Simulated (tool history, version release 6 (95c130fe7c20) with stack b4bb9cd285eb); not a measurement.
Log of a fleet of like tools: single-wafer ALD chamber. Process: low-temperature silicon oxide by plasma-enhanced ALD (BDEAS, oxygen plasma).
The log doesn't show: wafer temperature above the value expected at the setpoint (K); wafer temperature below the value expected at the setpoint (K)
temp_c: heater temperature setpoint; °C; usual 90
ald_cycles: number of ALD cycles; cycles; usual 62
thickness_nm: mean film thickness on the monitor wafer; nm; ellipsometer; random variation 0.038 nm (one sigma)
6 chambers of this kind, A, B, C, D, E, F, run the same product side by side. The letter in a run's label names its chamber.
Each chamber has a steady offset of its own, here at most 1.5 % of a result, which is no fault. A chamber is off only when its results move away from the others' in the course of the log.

| run | hour | temp_c | ald_cycles | hours since the last thermocouple change | read-back reference wafer on the same gauge, thickness_nm | thickness_nm |
|---|---|---|---|---|---|---|
| 1D | 11.5 | 90 | 62 | 1749.5 | 9.4008 | 9.2518 |
| 2E | 17.7 | 90 | 62 | 2721.1 | 9.4128 | 9.0421 |
| 3B | 23.7 | 90 | 62 | 770.9 | 9.3995 | 9.2524 |
| 4F | 34.1 | 90 | 62 | 63.9 | 9.3904 | 9.2916 |
| 5C | 41.3 | 90 | 62 | 252.2 | 9.3932 | 9.2370 |
| 6A | 50.2 | 90 | 62 | 189.5 | 9.4084 | 9.1788 |
| 7E | 59.3 | 104 | 62 | 2762.7 | 9.3967 | 8.7271 |
| 8A | 70.2 | 104 | 62 | 209.5 | 9.3991 | 8.7705 |
| 9C | 81.6 | 104 | 62 | 292.5 | 9.3927 | 8.8127 |
| 10B | 89.5 | 104 | 62 | 836.7 | 9.3989 | 8.9394 |
| 11F | 97.7 | 104 | 62 | 127.5 | 9.4008 | 8.8676 |
| 12D | 107.8 | 104 | 62 | 1845.8 | 9.4073 | 8.7995 |
| 13A | 116.7 | 90 | 62 | 256.0 | 9.3948 | 9.1115 |
| 14B | 125.8 | 90 | 62 | 873.0 | 9.4023 | 9.2079 |
| 15F | 136.8 | 90 | 62 | 166.6 | 9.3965 | 9.3031 |
| 16C | 146.1 | 90 | 62 | 357.0 | 9.3972 | 9.2496 |
| 17E | 154.8 | 90 | 62 | 2858.2 | 9.3888 | 9.1089 |
| 18D | 160.5 | 90 | 62 | 1898.5 | 9.4019 | 9.2872 |
| 19C | 168.4 | 90 | 62 | 379.3 | 9.4016 | 9.1637 |
| 20E | 174.3 | 95 | 62 | 2877.7 | 9.3946 | 8.9161 |
|  | 177.1 | chamber E: thermocouple changed; heater temperature recalibrated |
| 21B | 181.1 | 95 | 62 | 928.3 | 9.3963 | 9.0750 |
| 22A | 192.5 | 95 | 62 | 331.8 | 9.4085 | 8.9620 |
| 23D | 198.5 | 95 | 62 | 1936.5 | 9.3999 | 9.0212 |
| 24F | 209.9 | 95 | 62 | 239.7 | 9.4039 | 9.1907 |
| 25F | 219.2 | 95 | 62 | 249.0 | 9.4063 | 9.0709 |
| 26D | 227.5 | 90 | 62 | 1965.5 | 9.4024 | 9.1990 |
| 27E | 236.9 | 90 | 62 | 59.8 | 9.4078 | 9.0939 |
| 28B | 242.5 | 90 | 62 | 989.7 | 9.3971 | 9.3076 |
| 29C | 251.7 | 90 | 53 | 462.6 | 9.3996 | 7.8119 |
| 30A | 258.9 | 90 | 53 | 398.2 | 9.3930 | 7.8112 |
| 31F | 267.1 | 90 | 53 | 296.9 | 9.4054 | 7.9072 |
| 32B | 273.3 | 90 | 53 | 1020.5 | 9.4011 | 7.8991 |
| 33D | 279.7 | 90 | 53 | 2017.7 | 9.3883 | 7.8557 |
| 34A | 286.9 | 90 | 53 | 426.2 | 9.3958 | 7.7378 |
| 35C | 292.2 | 90 | 62 | 503.1 | 9.4038 | 9.2295 |
| 36E | 297.2 | 90 | 62 | 120.1 | 9.3971 | 9.0902 |
| 37C | 303.6 | 90 | 58 | 514.5 | 9.4117 | 8.6253 |
| 38B | 311.0 | 90 | 58 | 1058.2 | 9.3921 | 8.6031 |
| 39E | 319.2 | 90 | 58 | 142.1 | 9.4103 | 8.5308 |
| 40D | 330.7 | 90 | 58 | 2068.7 | 9.3992 | 8.5953 |
| 41A | 340.8 | 90 | 58 | 480.1 | 9.3942 | 8.5104 |
| 42F | 348.4 | 90 | 58 | 378.2 | 9.4031 | 8.6622 |
| 43A | 354.2 | 90 | 62 | 493.5 | 9.4059 | 9.0390 |

All 6 chambers run these settings next. Forecast each chamber's results:
| 44A | 362.4 | 90 | 68 |  |  | ? |
| 44B | 362.4 | 90 | 68 |  |  | ? |
| 44C | 362.4 | 90 | 68 |  |  | ? |
| 44D | 362.4 | 90 | 68 |  |  | ? |
| 44E | 362.4 | 90 | 68 |  |  | ? |
| 44F | 362.4 | 90 | 68 |  |  | ? |

| run | thickness_nm |
|---|---|
| 44A | 9.9931 |
| 44B | 10.1090 |
| 44C | 10.1210 |
| 44D | 10.0790 |
| 44E | 9.9476 |
| 44F | 10.2710 |
